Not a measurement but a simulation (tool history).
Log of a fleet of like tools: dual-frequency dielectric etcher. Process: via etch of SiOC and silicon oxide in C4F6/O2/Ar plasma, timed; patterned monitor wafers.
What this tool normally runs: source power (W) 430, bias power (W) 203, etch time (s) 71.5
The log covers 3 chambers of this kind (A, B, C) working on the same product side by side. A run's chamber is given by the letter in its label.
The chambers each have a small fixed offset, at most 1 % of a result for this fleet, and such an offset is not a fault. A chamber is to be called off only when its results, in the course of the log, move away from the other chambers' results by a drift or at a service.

run,day,source power (W),bias power (W),etch time (s),"read-back reference wafer on the same gauge, depth_nm",mean etch depth across the wafer (Å)
1B,0.154,430,203,71.5,96.697,863.12
2C,0.342,430,203,71.5,96.669,866.48
3A,0.592,430,203,71.5,96.643,868.41
4C,0.767,430,203,71.5,96.625,867.52
5B,1.008,430,203,71.5,96.608,862.90
6A,1.183,430,203,71.5,96.590,870.64
7C,1.421,430,203,71.5,96.539,865.65
8A,1.646,430,203,71.5,96.525,866.98
9B,1.833,430,203,71.5,96.551,860.82
10C,2.021,430,203,71.5,96.491,864.39
11B,2.217,430,175,71.5,96.500,821.45
12A,2.483,430,175,71.5,96.503,828.29
13C,2.604,430,175,71.5,96.459,823.72
14A,2.821,430,203,71.5,96.408,866.71
15B,3.062,430,184,83.0,96.375,966.64
16C,3.183,430,184,83.0,96.376,973.11
17A,3.417,430,184,83.0,96.375,974.00
18B,3.600,430,203,71.5,96.343,859.97
19A,3.812,430,203,71.5,96.302,866.41
# day 3.842: chamber C: wet clean of the chamber
20B,4.042,430,203,71.5,96.318,860.95
21C,4.304,430,203,71.5,96.276,862.16
22B,4.517,430,203,71.5,96.229,857.34
23A,4.633,430,203,71.5,96.245,867.16
24C,4.804,430,203,71.5,96.238,861.61
25B,5.067,430,203,71.5,96.243,860.22
26A,5.246,430,203,71.5,96.177,865.38
27C,5.425,430,203,71.5,96.185,862.95
28C,5.638,430,203,71.5,96.143,862.39
29A,5.808,430,203,71.5,96.175,862.71
30B,5.946,430,252,65.0,96.143,841.10

Next, all 3 chambers run the settings below, one line each with question marks for the results. What does each chamber give?
31A,6.133,430,173,71.5,,?
31B,6.133,430,173,71.5,,?
31C,6.133,430,173,71.5,,?

run,mean etch depth across the wafer (Å)
31A,818.92
31B,813.82
31C,817.31

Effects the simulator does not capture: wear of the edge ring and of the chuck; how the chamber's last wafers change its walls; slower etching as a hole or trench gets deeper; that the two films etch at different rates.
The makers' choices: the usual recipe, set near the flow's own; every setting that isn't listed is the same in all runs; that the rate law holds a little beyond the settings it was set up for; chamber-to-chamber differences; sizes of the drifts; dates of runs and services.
